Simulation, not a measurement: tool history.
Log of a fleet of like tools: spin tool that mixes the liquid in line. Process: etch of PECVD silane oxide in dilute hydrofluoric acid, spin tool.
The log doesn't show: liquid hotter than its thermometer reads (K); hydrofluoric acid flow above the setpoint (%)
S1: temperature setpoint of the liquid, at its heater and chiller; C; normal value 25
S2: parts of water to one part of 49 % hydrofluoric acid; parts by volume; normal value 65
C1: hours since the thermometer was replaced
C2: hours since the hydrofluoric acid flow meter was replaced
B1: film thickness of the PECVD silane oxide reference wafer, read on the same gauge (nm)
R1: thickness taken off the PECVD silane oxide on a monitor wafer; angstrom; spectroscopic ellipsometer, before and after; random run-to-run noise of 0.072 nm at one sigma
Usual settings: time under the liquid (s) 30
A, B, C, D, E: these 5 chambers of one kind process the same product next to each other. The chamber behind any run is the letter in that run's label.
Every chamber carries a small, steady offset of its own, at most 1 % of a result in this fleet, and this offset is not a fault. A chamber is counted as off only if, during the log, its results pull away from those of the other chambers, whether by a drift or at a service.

run 1E hour=7.7 | S1=25 S2=65 time_under_the_liquid_(s)=30 | C1=1436 C2=1230.3 | B1=30.013 | R1=76.151
run 2C hour=13.7 | S1=25 S2=65 time_under_the_liquid_(s)=30 | C1=605.5 C2=857.8 | B1=29.982 | R1=75.249
run 3A hour=21 | S1=25 S2=65 time_under_the_liquid_(s)=30 | C1=1425.9 C2=1958 | B1=30.02 | R1=74.139
run 4D hour=28.5 | S1=25 S2=65 time_under_the_liquid_(s)=30 | C1=242 C2=1051.1 | B1=30.011 | R1=73.206
run 5B hour=35.9 | S1=25 S2=65 time_under_the_liquid_(s)=30 | C1=403.1 C2=416.1 | B1=30.017 | R1=76.354
run 6C hour=43.4 | S1=25 S2=65 time_under_the_liquid_(s)=30 | C1=635.2 C2=887.5 | B1=30.028 | R1=75.804
run 7B hour=49.9 | S1=25 S2=65 time_under_the_liquid_(s)=30 | C1=417.1 C2=430.1 | B1=30.023 | R1=76.445
run 8E hour=55.2 | S1=25 S2=65 time_under_the_liquid_(s)=30 | C1=1483.5 C2=1277.8 | B1=29.984 | R1=76.462
run 9D hour=59 | S1=25 S2=65 time_under_the_liquid_(s)=30 | C1=272.5 C2=1081.6 | B1=29.988 | R1=76.227
-- hour=60 chamber B: hydrofluoric acid flow meter replaced
run 10A hour=67.4 | S1=25 S2=65 time_under_the_liquid_(s)=30 | C1=1472.3 C2=2004.4 | B1=30.017 | R1=75.819
run 11C hour=73.3 | S1=25 S2=65 time_under_the_liquid_(s)=30 | C1=665.1 C2=917.4 | B1=29.979 | R1=77.617
run 12D hour=79 | S1=25 S2=90 time_under_the_liquid_(s)=20 | C1=292.5 C2=1101.6 | B1=29.99 | R1=35.37
run 13B hour=85 | S1=25 S2=90 time_under_the_liquid_(s)=20 | C1=452.2 C2=25.1 | B1=29.971 | R1=35.568
run 14A hour=92.2 | S1=25 S2=90 time_under_the_liquid_(s)=20 | C1=1497.1 C2=2029.2 | B1=29.991 | R1=35.61
run 15E hour=97.8 | S1=25 S2=90 time_under_the_liquid_(s)=20 | C1=1526.1 C2=1320.4 | B1=29.973 | R1=35.397
run 16C hour=105.5 | S1=25 S2=90 time_under_the_liquid_(s)=20 | C1=697.3 C2=949.6 | B1=29.961 | R1=36.35
run 17A hour=109.8 | S1=25 S2=65 time_under_the_liquid_(s)=30 | C1=1514.7 C2=2046.8 | B1=29.966 | R1=75.724
run 18D hour=117 | S1=25 S2=65 time_under_the_liquid_(s)=30 | C1=330.5 C2=1139.6 | B1=29.998 | R1=73.938
run 19E hour=122.4 | S1=25 S2=65 time_under_the_liquid_(s)=30 | C1=1550.7 C2=1345 | B1=29.998 | R1=77.543
run 20B hour=126.4 | S1=25 S2=65 time_under_the_liquid_(s)=30 | C1=493.6 C2=66.5 | B1=29.997 | R1=77.25
run 21A hour=132.5 | S1=25 S2=65 time_under_the_liquid_(s)=30 | C1=1537.4 C2=2069.5 | B1=29.999 | R1=75.676
run 22C hour=136.8 | S1=25 S2=65 time_under_the_liquid_(s)=30 | C1=728.6 C2=980.9 | B1=29.986 | R1=80.189
run 23E hour=142.1 | S1=25 S2=65 time_under_the_liquid_(s)=30 | C1=1570.4 C2=1364.7 | B1=30.009 | R1=76.463
run 24B hour=147.8 | S1=25 S2=65 time_under_the_liquid_(s)=30 | C1=515 C2=87.9 | B1=30.017 | R1=75.232
run 25D hour=156.4 | S1=25 S2=65 time_under_the_liquid_(s)=30 | C1=369.9 C2=1179 | B1=29.995 | R1=74.545
run 26B hour=165.1 | S1=25 S2=65 time_under_the_liquid_(s)=30 | C1=532.3 C2=105.2 | B1=29.989 | R1=76.752
run 27D hour=169.4 | S1=25 S2=65 time_under_the_liquid_(s)=30 | C1=382.9 C2=1192 | B1=30 | R1=76.924
run 28A hour=175.3 | S1=25 S2=65 time_under_the_liquid_(s)=30 | C1=1580.2 C2=2112.3 | B1=30.032 | R1=76.559
run 29C hour=183.7 | S1=28.5 S2=65 time_under_the_liquid_(s)=30 | C1=775.5 C2=1027.8 | B1=29.97 | R1=95.12
run 30E hour=189.7 | S1=28.5 S2=65 time_under_the_liquid_(s)=30 | C1=1618 C2=1412.3 | B1=30.002 | R1=86.369

Has any chamber moved away from the others, gradually or after a service, or does the common gauge drift, or do the chambers differ only by their own small steady offsets? State the chamber and the most likely cause if one applies.

It is chamber C that slowly wanders off from its peers.
Likeliest cause: hydrofluoric acid flow above the setpoint (%) = 7.43.
The log may not tell that from: liquid hotter than its thermometer reads (K).

Below are 4 candidate recipes for chamber C's next run, each the usual settings with a change, their results shown as question marks. Which of them brings C's results back in line with what the other chambers give on the usual settings?
In line means no further than this from the other chambers' mean on the usual settings: R1 2.5 angstrom
run 31C-1 hour=196 | S1=24.5 S2=65 time_under_the_liquid_(s)=30 | R1=?
run 31C-2 hour=196 | S1=25.5 S2=65 time_under_the_liquid_(s)=30 | R1=?
run 31C-3 hour=196 | S1=23 S2=65 time_under_the_liquid_(s)=30 | R1=?
run 31C-4 hour=196 | S1=27 S2=65 time_under_the_liquid_(s)=30 | R1=?

Average result of the remaining chambers running the usual settings: R1 75.641 angstrom
run=31C-1 R1=80.475
run=31C-2 R1=83.83
run=31C-3 R1=75.597
run=31C-4 R1=89.089
31C-3 is the one that brings the chamber's results back in line with the other chambers.
